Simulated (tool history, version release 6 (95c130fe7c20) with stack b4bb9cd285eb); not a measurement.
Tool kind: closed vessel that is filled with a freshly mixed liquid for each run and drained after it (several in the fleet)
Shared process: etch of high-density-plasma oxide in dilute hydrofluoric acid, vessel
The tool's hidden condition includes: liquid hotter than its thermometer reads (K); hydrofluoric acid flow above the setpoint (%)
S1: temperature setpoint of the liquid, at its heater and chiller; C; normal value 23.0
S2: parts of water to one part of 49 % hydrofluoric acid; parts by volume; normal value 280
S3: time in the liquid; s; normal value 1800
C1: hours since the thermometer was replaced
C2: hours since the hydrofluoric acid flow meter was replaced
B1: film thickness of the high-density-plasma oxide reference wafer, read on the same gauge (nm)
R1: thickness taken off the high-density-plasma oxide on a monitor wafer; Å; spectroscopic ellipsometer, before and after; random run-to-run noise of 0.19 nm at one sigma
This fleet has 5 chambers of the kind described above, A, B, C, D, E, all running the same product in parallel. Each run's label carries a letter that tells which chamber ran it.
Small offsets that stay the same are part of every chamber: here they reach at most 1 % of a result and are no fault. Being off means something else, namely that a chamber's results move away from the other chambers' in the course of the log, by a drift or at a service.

run,hour,S1,S2,S3,C1,C2,B1,R1
1E,6.6,23.0,280,1800,1302.7,772.9,99.991,261.21
2B,12.2,23.0,280,1800,1348.2,490.2,100.020,266.56
3A,20.0,23.0,280,1800,568.1,2501.0,99.985,269.05
# hour 24.0: chamber D: thermometer replaced
4D,25.3,23.0,280,1800,1.4,301.3,99.983,266.66
5C,32.5,23.0,330,1800,1531.8,965.5,100.020,215.58
6B,36.6,23.0,330,1800,1372.6,514.6,100.020,214.19
7A,40.7,23.0,330,1800,588.8,2521.7,100.030,213.09
8E,47.3,23.0,330,1800,1343.4,813.6,100.010,214.23
9C,55.3,23.0,330,1800,1554.6,988.3,99.994,213.67
10D,62.7,23.0,280,2355,38.8,338.7,100.010,347.07
11C,68.1,23.0,280,2355,1567.4,1001.1,99.986,348.52
12A,74.7,23.0,280,2355,622.8,2555.7,100.040,349.28
13B,80.3,23.0,280,2355,1416.3,558.3,99.934,346.21
14E,84.0,23.0,280,2355,1380.1,850.3,99.964,340.36
15D,88.6,23.0,280,1800,64.7,364.6,100.020,264.72
16C,93.8,23.0,280,1800,1593.1,1026.8,99.996,263.01
17E,97.8,23.0,280,1800,1393.9,864.1,100.050,261.34
18B,102.8,23.0,280,1800,1438.8,580.8,100.010,260.66
19A,106.3,23.0,280,1800,654.4,2587.3,99.996,266.98
# hour 107.2: chamber A: hydrofluoric acid flow meter replaced
20D,109.9,23.0,280,1800,86.0,385.9,100.000,269.87
21D,113.9,23.0,280,1800,90.0,389.9,100.020,269.09
22E,120.0,23.0,280,1800,1416.1,886.3,99.986,262.15
23A,125.9,23.0,280,1800,674.0,18.8,99.979,267.12
24C,133.5,23.0,280,1800,1632.8,1066.5,100.020,267.94
25B,141.1,23.0,280,1800,1477.1,619.1,100.000,259.56
26B,145.5,23.0,280,1800,1481.5,623.5,99.987,261.34
27A,150.9,23.0,160,1800,699.0,43.8,100.020,533.98
28D,158.5,23.0,160,1800,134.6,434.5,100.020,543.12
29E,162.3,23.0,160,1800,1458.4,928.6,100.010,519.39
30C,166.1,23.0,160,1800,1665.4,1099.1,100.000,523.08
31B,171.0,23.0,160,1800,1507.0,649.0,100.010,520.93
32D,176.4,23.0,280,1800,152.5,452.4,99.992,277.10
33A,182.8,23.0,280,1800,730.9,75.7,100.010,263.48
34E,187.7,23.0,280,1800,1483.8,954.0,99.999,260.10
35C,193.4,23.0,280,1800,1692.7,1126.4,99.971,265.62
36E,201.5,23.0,280,1800,1497.6,967.8,99.949,261.28
37C,207.5,23.0,280,1800,1706.8,1140.5,99.996,264.42
38A,213.5,23.0,280,1800,761.6,106.4,100.050,264.22

Has any chamber moved away from the others, gradually or after a service, or does the common gauge drift, or do the chambers differ only by their own small steady offsets? State the chamber and the most likely cause if one applies.

One chamber, D, drifts off from the rest bit by bit.
Cause: hydrofluoric acid flow above the setpoint (%) = 5.86.
The log might look much the same if the cause were instead: liquid hotter than its thermometer reads (K).

Here are 4 candidates for chamber D's next run, each the usual settings with a change, their results left as question marks. Which one brings its results back in line with what the others give on the usual settings?
To be in line, a result may differ from the other chambers' mean on the usual settings by at most: R1 6.60 Å
39D-1,219.4,23.0,265,1800,,,,?
39D-2,219.4,23.0,280,1665,,,,?
39D-3,219.4,23.0,285,1775,,,,?
39D-4,219.4,23.0,280,1855,,,,?

What the other chambers average on the usual settings: R1 264.24 Å
run,R1
39D-1,304.96
39D-2,263.46
39D-3,274.73
39D-4,293.53
39D-2 puts the chamber back in line with the other chambers.

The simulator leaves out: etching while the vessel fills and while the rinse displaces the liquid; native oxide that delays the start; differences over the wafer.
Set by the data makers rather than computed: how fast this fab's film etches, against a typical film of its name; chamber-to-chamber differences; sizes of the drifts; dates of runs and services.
